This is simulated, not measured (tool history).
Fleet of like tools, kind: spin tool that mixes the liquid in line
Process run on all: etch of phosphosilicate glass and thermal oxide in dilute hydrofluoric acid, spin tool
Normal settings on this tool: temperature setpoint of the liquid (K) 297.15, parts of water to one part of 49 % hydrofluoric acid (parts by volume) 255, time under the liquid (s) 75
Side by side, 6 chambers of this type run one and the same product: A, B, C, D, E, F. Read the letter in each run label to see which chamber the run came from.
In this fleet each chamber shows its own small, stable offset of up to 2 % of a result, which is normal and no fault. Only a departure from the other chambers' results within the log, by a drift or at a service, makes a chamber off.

run   hour  temperature setpoint of the liquid (K)  parts of water to one part of 49 % hydrofluoric acid (parts by volume)  time under the liquid (s)  read-back film thickness of the phosphosilicate glass reference wafer, read on the same gauge (nm)  read-back film thickness of the thermal oxide reference wafer, read on the same gauge (nm)  thickness taken off the phosphosilicate glass on a monitor wafer (Å)  thickness taken off the thermal oxide on a monitor wafer (Å)
       8.5  -- chamber B: thermometer replaced
 1B   11.9                                  297.15                                                                     255                         75                                                                                              139.98                                                                                      69.998                                                                150.29                                                        12.388
 2C   23.7                                  297.15                                                                     255                         75                                                                                              140.01                                                                                       70.04                                                                 147.3                                                        12.083
 3E   36.7                                  297.15                                                                     255                         75                                                                                              140.04                                                                                      69.959                                                                147.48                                                        11.969
 4F   49.8                                  297.15                                                                     255                         75                                                                                                 140                                                                                      70.034                                                                148.27                                                        11.755
 5D   57.8                                  297.15                                                                     255                         75                                                                                              140.01                                                                                      70.019                                                                147.89                                                        12.039
      60.9  -- chamber F: hydrofluoric acid flow meter replaced
 6A   68.6                                  297.15                                                                     255                         75                                                                                              139.97                                                                                      69.968                                                                   150                                                        11.234
 7E   80.9                                  297.15                                                                     255                         75                                                                                              140.01                                                                                      69.973                                                                 145.5                                                        11.756
      85.8  -- chamber C: hydrofluoric acid flow meter replaced
 8B   93.7                                  297.15                                                                     340                         75                                                                                              140.03                                                                                      70.008                                                                103.66                                                        7.8286
 9F  102.3                                  297.15                                                                     340                         75                                                                                              140.02                                                                                      69.966                                                                101.96                                                        8.1733
10A    115                                  297.15                                                                     340                         75                                                                                              140.02                                                                                      69.952                                                                102.48                                                        8.1983
11C  126.2                                  297.15                                                                     340                         75                                                                                              140.03                                                                                      69.985                                                                102.48                                                        8.1084
12D  134.6                                  297.15                                                                     340                         75                                                                                              140.01                                                                                      70.016                                                                102.52                                                        8.1583
13F  146.4                                  297.15                                                                     340                         75                                                                                              140.06                                                                                      70.023                                                                101.76                                                        7.6208
14B    153                                  297.15                                                                     255                         75                                                                                              140.03                                                                                      70.023                                                                149.57                                                          12.2
     162.6  -- chamber D: hydrofluoric acid flow meter replaced
15C  164.2                                  297.15                                                                     255                         50                                                                                              140.02                                                                                      69.995                                                                99.185                                                        7.6955
16E  170.1                                  297.15                                                                     255                         50                                                                                              140.01                                                                                      69.985                                                                98.462                                                        8.1939
17A  179.5                                  297.15                                                                     255                         50                                                                                              140.04                                                                                      69.985                                                                99.345                                                        7.6893
18D  187.3                                  297.15                                                                     255                         50                                                                                              139.99                                                                                      70.001                                                                98.756                                                        7.7774
     188.7  -- chamber E: thermometer replaced
19D  195.1                                  297.15                                                                     255                         50                                                                                              139.97                                                                                      69.982                                                                  98.6                                                        7.7257
20B  207.7                                  297.15                                                                     255                         50                                                                                              140.01                                                                                      70.013                                                                99.143                                                        7.8564
21E  216.6                                  297.15                                                                     255                         75                                                                                              140.06                                                                                      70.008                                                                150.06                                                        12.293
22A  228.1                                  297.15                                                                     255                         75                                                                                              139.97                                                                                      70.004                                                                148.68                                                        12.432
23C  240.7                                  297.15                                                                     255                         75                                                                                                 140                                                                                      70.027                                                                149.67                                                        12.004
24F  250.8                                  297.15                                                                     255                        110                                                                                              140.03                                                                                      69.997                                                                220.64                                                        17.302
25C  258.5                                  297.15                                                                     255                        110                                                                                              140.05                                                                                      70.014                                                                218.95                                                         17.01
     266.9  -- chamber A: hydrofluoric acid flow meter replaced
26A    270                                  297.15                                                                     255                        110                                                                                              140.02                                                                                      70.008                                                                222.37                                                        17.771
27E  276.6                                  297.15                                                                     255                        110                                                                                              139.96                                                                                      70.025                                                                218.78                                                        18.283
28D  285.7                                  297.15                                                                     255                        110                                                                                              139.94                                                                                      69.989                                                                 218.9                                                        17.066
29F  292.2                                  297.15                                                                     255                        110                                                                                              139.98                                                                                      70.027                                                                219.16                                                        18.348
30B  301.2                                  297.15                                                                     255                         75                                                                                              139.97                                                                                      69.999                                                                 149.2                                                        11.884
31D  313.6                                  297.15                                                                     255                         75                                                                                              140.02                                                                                      70.019                                                                147.23                                                        11.748
32C  324.9                                  297.15                                                                     255                         75                                                                                              140.05                                                                                      70.008                                                                150.42                                                        12.182
33B  331.4                                  297.15                                                                     255                         75                                                                                              140.04                                                                                       70.03                                                                148.83                                                        11.783
34E  342.1                                  297.15                                                                     255                         75                                                                                              140.01                                                                                       69.99                                                                147.35                                                        12.043
35A  354.7                                  297.15                                                                     255                         75                                                                                              139.99                                                                                      70.029                                                                150.67                                                         11.45
36F    363                                  297.15                                                                     255                         75                                                                                              140.03                                                                                       69.98                                                                149.51                                                        11.509
37E  371.7                                  297.15                                                                     315                         50                                                                                              140.03                                                                                      70.005                                                                74.682                                                        6.2051
38D  380.6                                  297.15                                                                     315                         50                                                                                              139.96                                                                                      70.027                                                                74.762                                                        5.6165

The same settings go to every chamber for the next run, one line per chamber below. Forecast the results for each:
39A  390.2                                  297.15                                                                     255                         75                                                                                                                                                                                                                                                                     ?                                                             ?
39B  390.2                                  297.15                                                                     255                         75                                                                                                                                                                                                                                                                     ?                                                             ?
39C  390.2                                  297.15                                                                     255                         75                                                                                                                                                                                                                                                                     ?                                                             ?
39D  390.2                                  297.15                                                                     255                         75                                                                                                                                                                                                                                                                     ?                                                             ?
39E  390.2                                  297.15                                                                     255                         75                                                                                                                                                                                                                                                                     ?                                                             ?
39F  390.2                                  297.15                                                                     255                         75                                                                                                                                                                                                                                                                     ?                                                             ?

run  thickness taken off the phosphosilicate glass on a monitor wafer (Å)  thickness taken off the thermal oxide on a monitor wafer (Å)
39A                                                                150.51                                                        11.993
39B                                                                149.83                                                        12.199
39C                                                                147.87                                                        11.771
39D                                                                147.56                                                        11.701
39E                                                                147.09                                                        11.484
39F                                                                 148.5                                                        11.724
